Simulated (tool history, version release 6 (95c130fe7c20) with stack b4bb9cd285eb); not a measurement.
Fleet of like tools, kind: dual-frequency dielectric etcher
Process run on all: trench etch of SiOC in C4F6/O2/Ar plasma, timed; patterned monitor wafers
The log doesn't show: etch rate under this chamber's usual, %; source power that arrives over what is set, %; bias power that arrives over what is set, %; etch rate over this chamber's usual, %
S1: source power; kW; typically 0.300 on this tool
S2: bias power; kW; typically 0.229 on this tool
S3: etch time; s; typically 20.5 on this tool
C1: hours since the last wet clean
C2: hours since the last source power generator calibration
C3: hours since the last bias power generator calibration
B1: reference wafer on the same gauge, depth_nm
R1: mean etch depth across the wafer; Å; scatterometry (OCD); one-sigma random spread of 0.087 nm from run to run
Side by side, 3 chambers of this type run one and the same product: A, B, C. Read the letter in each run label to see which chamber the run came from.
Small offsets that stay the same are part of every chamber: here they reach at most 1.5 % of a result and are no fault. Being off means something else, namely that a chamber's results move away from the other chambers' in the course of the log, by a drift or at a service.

run	day	S1	S2	S3	C1	C2	C3	B1	R1
1A	0.438	0.300	0.229	20.5	75.9	2255.0	140.5	48.609	416.36
2B	0.742	0.300	0.229	20.5	25.8	321.3	760.0	48.589	412.17
3C	1.071	0.300	0.229	20.5	428.1	2328.7	1479.9	48.590	412.98
4B	1.567	0.300	0.229	20.5	45.6	341.1	779.8	48.578	411.68
5C	1.842	0.300	0.229	20.5	446.6	2347.2	1498.4	48.595	411.16
# day 2.246: chamber C: wet clean of the chamber
6A	2.300	0.300	0.229	20.5	120.6	2299.7	185.2	48.630	417.24
7B	2.617	0.300	0.186	20.5	70.8	366.3	805.0	48.587	384.11
8C	3.067	0.300	0.186	20.5	19.8	2376.6	1527.8	48.593	383.64
9A	3.512	0.300	0.186	20.5	149.7	2328.8	214.3	48.611	390.27
10B	3.975	0.300	0.229	20.5	103.4	398.9	837.6	48.591	413.41
# day 4.083: chamber C: source power generator calibrated
11A	4.379	0.300	0.229	20.5	170.5	2349.6	235.1	48.627	416.70
12C	4.675	0.300	0.229	20.5	58.4	14.3	1566.4	48.612	410.46
13C	5.121	0.300	0.229	20.5	69.1	25.0	1577.1	48.611	411.25
14A	5.417	0.300	0.229	20.5	195.4	2374.5	260.0	48.618	416.47
15B	5.679	0.270	0.229	20.5	144.3	439.8	878.5	48.586	395.02
16C	6.246	0.270	0.229	20.5	96.1	52.0	1604.1	48.626	395.32
17B	6.650	0.270	0.229	20.5	167.6	463.1	901.8	48.582	396.16
18A	7.092	0.300	0.229	20.5	235.6	2414.7	300.2	48.586	415.99
19C	7.529	0.300	0.229	20.5	126.9	82.8	1634.9	48.579	409.90
20B	8.042	0.300	0.229	20.5	201.0	496.5	935.2	48.576	411.50
21A	8.358	0.300	0.229	20.5	266.0	2445.1	330.6	48.593	416.66
22C	8.712	0.300	0.229	20.5	155.3	111.2	1663.3	48.604	409.97
23B	9.192	0.300	0.229	20.5	228.6	524.1	962.8	48.585	411.72
24A	9.704	0.300	0.270	20.5	298.3	2477.4	362.9	48.585	441.03
25B	10.179	0.300	0.270	20.5	252.3	547.8	986.5	48.602	436.65
26A	10.438	0.300	0.270	20.5	315.9	2495.0	380.5	48.610	441.66
27C	10.796	0.300	0.229	20.5	205.3	161.2	1713.3	48.600	410.56
28C	11.083	0.300	0.229	20.5	212.2	168.1	1720.2	48.594	411.62
29B	11.592	0.300	0.229	20.5	286.2	581.7	1020.4	48.607	411.29
30A	11.912	0.300	0.229	20.5	351.3	2530.4	415.9	48.610	417.14
31C	12.308	0.300	0.229	20.5	241.6	197.5	1749.6	48.588	410.83
32B	12.792	0.300	0.269	20.5	315.0	610.5	1049.2	48.584	434.78
33A	13.117	0.300	0.269	20.5	380.2	2559.3	444.8	48.595	441.12
34A	13.654	0.300	0.269	20.5	393.1	2572.2	457.7	48.592	441.00
35C	14.071	0.300	0.229	20.5	283.9	239.8	1791.9	48.593	411.04
36B	14.562	0.300	0.229	20.5	357.5	653.0	1091.7	48.611	412.43
37C	15.000	0.300	0.229	20.5	306.2	262.1	1814.2	48.576	410.28
38A	15.546	0.300	0.229	20.5	438.5	2617.6	503.1	48.583	418.04
39B	16.025	0.300	0.283	20.5	392.6	688.1	1126.8	48.604	441.70
40C	16.321	0.300	0.283	20.5	337.9	293.8	1845.9	48.575	443.70

All chambers now run identical settings, listed one chamber a line with results as question marks. What results will each chamber show?
41A	16.738	0.300	0.229	20.5					?
41B	16.738	0.300	0.229	20.5					?
41C	16.738	0.300	0.229	20.5					?

run	R1
41A	417.43
41B	411.96
41C	411.07

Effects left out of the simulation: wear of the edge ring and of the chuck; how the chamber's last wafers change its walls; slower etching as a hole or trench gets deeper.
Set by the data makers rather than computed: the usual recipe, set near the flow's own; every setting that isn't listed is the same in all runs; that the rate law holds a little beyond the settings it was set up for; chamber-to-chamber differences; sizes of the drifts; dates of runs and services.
